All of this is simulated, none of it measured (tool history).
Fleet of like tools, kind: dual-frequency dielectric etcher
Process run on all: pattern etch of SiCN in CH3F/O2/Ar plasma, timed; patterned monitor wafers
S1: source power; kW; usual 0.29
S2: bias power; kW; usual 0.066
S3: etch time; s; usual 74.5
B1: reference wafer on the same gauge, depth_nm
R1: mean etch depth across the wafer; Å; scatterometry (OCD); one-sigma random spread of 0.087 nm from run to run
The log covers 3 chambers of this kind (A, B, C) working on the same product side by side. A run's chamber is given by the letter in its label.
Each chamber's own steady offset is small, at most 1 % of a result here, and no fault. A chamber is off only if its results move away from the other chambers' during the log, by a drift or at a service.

run,day,S1,S2,S3,B1,R1
1C,0.308,0.29,0.066,74.5,20.404,236.39
2A,0.954,0.29,0.066,74.5,20.416,238.9
3B,1.421,0.29,0.066,74.5,20.41,239.98
4B,2.058,0.29,0.066,74.5,20.398,241.99
5A,2.462,0.29,0.066,74.5,20.402,238.99
6C,2.812,0.29,0.066,74.5,20.404,237.84
7A,3.467,0.29,0.066,74.5,20.423,238.65
8B,4.104,0.29,0.066,74.5,20.413,239.86
9C,4.7,0.29,0.066,74.5,20.391,239.54
10A,5.038,0.29,0.066,74.5,20.403,237.78
11B,5.433,0.29,0.066,74.5,20.411,241.14
12C,5.912,0.29,0.066,74.5,20.381,238.61
# day 5.942: chamber A: wet clean of the chamber
13C,6.233,0.29,0.057,74.5,20.394,226.49
14B,6.75,0.29,0.057,74.5,20.388,228.49
# day 6.996: chamber B: wet clean of the chamber
15A,7.058,0.29,0.057,74.5,20.41,226.17
# day 7.138: chamber C: wet clean of the chamber
16C,7.496,0.29,0.066,74.5,20.4,238.72
17A,7.962,0.29,0.066,74.5,20.4,239.02
18B,8.538,0.29,0.066,74.5,20.398,235.75
19C,9.038,0.29,0.066,74.5,20.404,239.1
20B,9.404,0.26,0.066,55.5,20.412,166.49
21A,9.888,0.26,0.066,55.5,20.408,170.79
22A,10.475,0.26,0.066,55.5,20.408,170.39
23C,11.029,0.29,0.066,74.5,20.411,239.24
24B,11.475,0.29,0.066,74.5,20.407,235.33
25A,11.858,0.29,0.066,74.5,20.398,238.76
26B,12.217,0.26,0.066,74.5,20.398,224.12
27C,12.767,0.26,0.066,74.5,20.4,228.56

Predict what each chamber gives when all 3 of them run the settings below next.
28A,13.233,0.29,0.073,74.5,,?
28B,13.233,0.29,0.073,74.5,,?
28C,13.233,0.29,0.073,74.5,,?

run,R1
28A,248.27
28B,244.54
28C,247.53
